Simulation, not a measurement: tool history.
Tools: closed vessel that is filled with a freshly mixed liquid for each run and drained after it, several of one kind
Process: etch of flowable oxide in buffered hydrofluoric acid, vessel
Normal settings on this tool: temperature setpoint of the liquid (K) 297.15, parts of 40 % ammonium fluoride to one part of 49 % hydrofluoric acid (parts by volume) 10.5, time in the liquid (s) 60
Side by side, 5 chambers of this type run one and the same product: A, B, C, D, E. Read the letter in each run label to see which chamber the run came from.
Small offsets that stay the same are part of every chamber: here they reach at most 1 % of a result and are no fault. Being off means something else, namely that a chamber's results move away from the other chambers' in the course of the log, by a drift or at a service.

| run | hour | temperature setpoint of the liquid (K) | parts of 40 % ammonium fluoride to one part of 49 % hydrofluoric acid (parts by volume) | time in the liquid (s) | read-back film thickness of the flowable oxide reference wafer, read on the same gauge (nm) | thickness taken off the flowable oxide on a monitor wafer (angstrom) |
|---|---|---|---|---|---|---|
| 1C | 12.3 | 297.15 | 10.5 | 60 | 110.01 | 2776.3 |
| 2B | 20.9 | 297.15 | 10.5 | 60 | 110.01 | 2758.5 |
| 3E | 28.3 | 297.15 | 10.5 | 60 | 109.98 | 2802.0 |
| 4A | 42.5 | 297.15 | 10.5 | 60 | 110.03 | 2773.4 |
| 5D | 54.2 | 297.15 | 10.5 | 60 | 110.01 | 2805.9 |
| 6B | 70.4 | 297.15 | 10.5 | 60 | 110.01 | 2774.2 |
| 7C | 87.0 | 297.15 | 10.5 | 60 | 110.02 | 2804.2 |
| 8D | 94.8 | 297.15 | 10.5 | 60 | 110.00 | 2778.0 |
| 9E | 108.3 | 297.15 | 10.5 | 60 | 110.02 | 2807.3 |
| 10A | 115.9 | 297.15 | 10.5 | 60 | 109.99 | 2817.5 |
| 11A | 129.9 | 297.15 | 10.5 | 60 | 110.01 | 2780.4 |
| 12D | 144.5 | 294.65 | 10.5 | 90 | 110.00 | 3715.1 |
| 13E | 160.6 | 294.65 | 10.5 | 90 | 109.99 | 3626.7 |
| 14C | 175.9 | 294.65 | 10.5 | 90 | 110.00 | 3664.4 |
|  | 178.7 | chamber D: thermometer replaced |
| 15B | 189.5 | 294.65 | 10.5 | 90 | 109.98 | 3593.4 |
| 16D | 202.9 | 294.65 | 10.5 | 90 | 109.98 | 3633.3 |
| 17A | 217.7 | 297.15 | 10.5 | 60 | 109.98 | 2747.7 |
|  | 227.3 | chamber A: hydrofluoric acid flow meter replaced |
| 18E | 234.3 | 297.15 | 10.5 | 60 | 109.99 | 2773.6 |
| 19C | 249.4 | 301.15 | 12.5 | 60 | 110.00 | 2945.1 |
|  | 259.4 | chamber E: thermometer replaced |
| 20B | 262.7 | 301.15 | 12.5 | 60 | 110.02 | 2940.2 |
| 21D | 275.2 | 301.15 | 12.5 | 60 | 110.00 | 2898.0 |
| 22B | 287.7 | 301.15 | 12.5 | 60 | 110.00 | 2906.5 |
| 23A | 301.7 | 301.15 | 12.5 | 60 | 110.00 | 2901.2 |
|  | 312.4 | chamber E: hydrofluoric acid flow meter replaced |
| 24C | 313.5 | 297.15 | 10.5 | 60 | 110.00 | 2777.0 |
| 25E | 325.7 | 297.15 | 10.5 | 60 | 110.00 | 2776.9 |
|  | 331.6 | chamber D: hydrofluoric acid flow meter replaced |
| 26C | 341.2 | 293.15 | 10.5 | 60 | 110.00 | 2232.2 |
| 27B | 351.9 | 293.15 | 10.5 | 60 | 109.99 | 2219.0 |
| 28D | 368.5 | 293.15 | 10.5 | 60 | 110.01 | 2237.9 |
| 29A | 378.2 | 293.15 | 10.5 | 60 | 110.00 | 2213.2 |
| 30E | 394.4 | 293.15 | 10.5 | 60 | 109.99 | 2207.9 |
| 31E | 404.2 | 297.15 | 10.5 | 60 | 110.00 | 2790.6 |
| 32D | 413.2 | 297.15 | 10.5 | 60 | 110.01 | 2805.5 |
| 33A | 424.6 | 297.15 | 10.5 | 60 | 110.01 | 2840.3 |
| 34C | 436.6 | 297.15 | 10.5 | 60 | 109.99 | 2757.8 |
| 35B | 447.5 | 297.15 | 10.5 | 60 | 110.01 | 2805.0 |
| 36E | 458.9 | 297.15 | 10.5 | 60 | 110.00 | 2761.0 |
| 37C | 472.4 | 297.15 | 10.5 | 60 | 110.00 | 2796.8 |

Next, every chamber runs the same settings. What will each give?
| 38A | 484.3 | 297.15 | 10.5 | 60 |  | ? |
| 38B | 484.3 | 297.15 | 10.5 | 60 |  | ? |
| 38C | 484.3 | 297.15 | 10.5 | 60 |  | ? |
| 38D | 484.3 | 297.15 | 10.5 | 60 |  | ? |
| 38E | 484.3 | 297.15 | 10.5 | 60 |  | ? |

| run | thickness taken off the flowable oxide on a monitor wafer (angstrom) |
|---|---|
| 38A | 2796.3 |
| 38B | 2743.7 |
| 38C | 2784.9 |
| 38D | 2787.7 |
| 38E | 2759.9 |
